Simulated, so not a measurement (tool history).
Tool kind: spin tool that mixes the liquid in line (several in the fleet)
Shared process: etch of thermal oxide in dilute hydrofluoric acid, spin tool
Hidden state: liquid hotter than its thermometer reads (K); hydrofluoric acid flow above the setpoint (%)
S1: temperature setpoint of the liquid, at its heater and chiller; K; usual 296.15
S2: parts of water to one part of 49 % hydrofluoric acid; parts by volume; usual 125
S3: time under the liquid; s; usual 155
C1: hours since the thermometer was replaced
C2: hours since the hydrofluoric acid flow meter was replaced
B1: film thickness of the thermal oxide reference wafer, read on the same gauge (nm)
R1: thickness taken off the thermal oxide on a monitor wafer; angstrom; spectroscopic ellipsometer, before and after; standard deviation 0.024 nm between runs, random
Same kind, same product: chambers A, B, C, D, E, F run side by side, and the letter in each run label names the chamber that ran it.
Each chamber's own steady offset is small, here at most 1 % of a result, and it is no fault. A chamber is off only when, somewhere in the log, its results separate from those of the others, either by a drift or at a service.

run 1F hour=7.9 | S1=296.15 S2=125 S3=155 | C1=1578.6 C2=717.3 | B1=109.99 | R1=54.21
run 2E hour=13.2 | S1=296.15 S2=125 S3=155 | C1=640.6 C2=1034.3 | B1=110.02 | R1=54.208
run 3C hour=20.1 | S1=296.15 S2=125 S3=155 | C1=137.9 C2=250.6 | B1=109.98 | R1=54.152
run 4B hour=25.6 | S1=296.15 S2=125 S3=155 | C1=844.2 C2=2047.3 | B1=109.95 | R1=54.545
run 5A hour=31.3 | S1=296.15 S2=125 S3=155 | C1=1557.5 C2=1090.8 | B1=109.99 | R1=54.882
run 6D hour=37.7 | S1=296.15 S2=125 S3=190 | C1=2117.4 C2=738.4 | B1=110 | R1=66.132
run 7C hour=42.1 | S1=296.15 S2=125 S3=190 | C1=159.9 C2=272.6 | B1=110 | R1=66.02
run 8F hour=47 | S1=296.15 S2=125 S3=190 | C1=1617.7 C2=756.4 | B1=109.96 | R1=66.561
run 9B hour=53.5 | S1=296.15 S2=125 S3=190 | C1=872.1 C2=2075.2 | B1=110 | R1=66.787
run 10E hour=59.5 | S1=296.15 S2=125 S3=190 | C1=686.9 C2=1080.6 | B1=110 | R1=66.779
run 11A hour=65.4 | S1=296.15 S2=125 S3=190 | C1=1591.6 C2=1124.9 | B1=109.99 | R1=66.952
run 12D hour=73.3 | S1=296.15 S2=125 S3=155 | C1=2153 C2=774 | B1=110 | R1=53.985
run 13C hour=80 | S1=296.15 S2=125 S3=155 | C1=197.8 C2=310.5 | B1=109.98 | R1=54.365
run 14F hour=86.6 | S1=296.15 S2=125 S3=155 | C1=1657.3 C2=796 | B1=109.98 | R1=54.268
run 15A hour=93.5 | S1=296.15 S2=125 S3=155 | C1=1619.7 C2=1153 | B1=109.97 | R1=54.596
run 16D hour=97.7 | S1=296.15 S2=125 S3=155 | C1=2177.4 C2=798.4 | B1=110.02 | R1=53.684
run 17B hour=105.3 | S1=296.15 S2=125 S3=155 | C1=923.9 C2=2127 | B1=109.99 | R1=54.346
run 18E hour=113.5 | S1=296.15 S2=125 S3=155 | C1=740.9 C2=1134.6 | B1=109.98 | R1=54.135
run 19F hour=117.9 | S1=296.15 S2=125 S3=155 | C1=1688.6 C2=827.3 | B1=110.02 | R1=54.128
run 20B hour=125.2 | S1=296.15 S2=125 S3=155 | C1=943.8 C2=2146.9 | B1=110.01 | R1=54.525
run 21D hour=132 | S1=296.15 S2=125 S3=155 | C1=2211.7 C2=832.7 | B1=110 | R1=54.157
run 22C hour=140.5 | S1=296.15 S2=125 S3=155 | C1=258.3 C2=371 | B1=110.01 | R1=55.419
run 23E hour=147.2 | S1=296.15 S2=125 S3=155 | C1=774.6 C2=1168.3 | B1=109.99 | R1=54.5
run 24A hour=155.8 | S1=294.15 S2=125 S3=155 | C1=1682 C2=1215.3 | B1=110 | R1=50.699
run 25D hour=159.5 | S1=294.15 S2=125 S3=155 | C1=2239.2 C2=860.2 | B1=109.98 | R1=49.777
run 26A hour=166.1 | S1=294.15 S2=125 S3=155 | C1=1692.3 C2=1225.6 | B1=109.98 | R1=50.604
run 27E hour=172.8 | S1=294.15 S2=125 S3=155 | C1=800.2 C2=1193.9 | B1=109.98 | R1=50.141
run 28F hour=180.8 | S1=294.15 S2=125 S3=155 | C1=1751.5 C2=890.2 | B1=109.97 | R1=49.911
run 29C hour=185.8 | S1=294.15 S2=125 S3=155 | C1=303.6 C2=416.3 | B1=109.99 | R1=51.517
-- hour=190.8 chamber B: hydrofluoric acid flow meter replaced
run 30B hour=191.5 | S1=298.65 S2=125 S3=90 | C1=1010.1 C2=0.8 | B1=109.99 | R1=34.714
run 31A hour=199.3 | S1=298.65 S2=125 S3=90 | C1=1725.5 C2=1258.8 | B1=110.02 | R1=35.175
run 32C hour=205 | S1=298.65 S2=125 S3=90 | C1=322.8 C2=435.5 | B1=109.99 | R1=36.011
run 33D hour=212.5 | S1=298.65 S2=125 S3=90 | C1=2292.2 C2=913.2 | B1=110 | R1=34.451
run 34F hour=217.9 | S1=298.65 S2=125 S3=90 | C1=1788.6 C2=927.3 | B1=110 | R1=34.582
run 35B hour=223 | S1=298.65 S2=125 S3=90 | C1=1041.6 C2=32.3 | B1=110 | R1=34.716
run 36E hour=229.1 | S1=296.15 S2=125 S3=155 | C1=856.5 C2=1250.2 | B1=110 | R1=54.117

The same settings go to every chamber for the next run, one line per chamber below. Forecast the results for each:
run 37A hour=235.2 | S1=296.15 S2=65 S3=155 | R1=?
run 37B hour=235.2 | S1=296.15 S2=65 S3=155 | R1=?
run 37C hour=235.2 | S1=296.15 S2=65 S3=155 | R1=?
run 37D hour=235.2 | S1=296.15 S2=65 S3=155 | R1=?
run 37E hour=235.2 | S1=296.15 S2=65 S3=155 | R1=?
run 37F hour=235.2 | S1=296.15 S2=65 S3=155 | R1=?

run=37A R1=111.93
run=37B R1=112.01
run=37C R1=115.22
run=37D R1=112.32
run=37E R1=110.8
run=37F R1=112.32
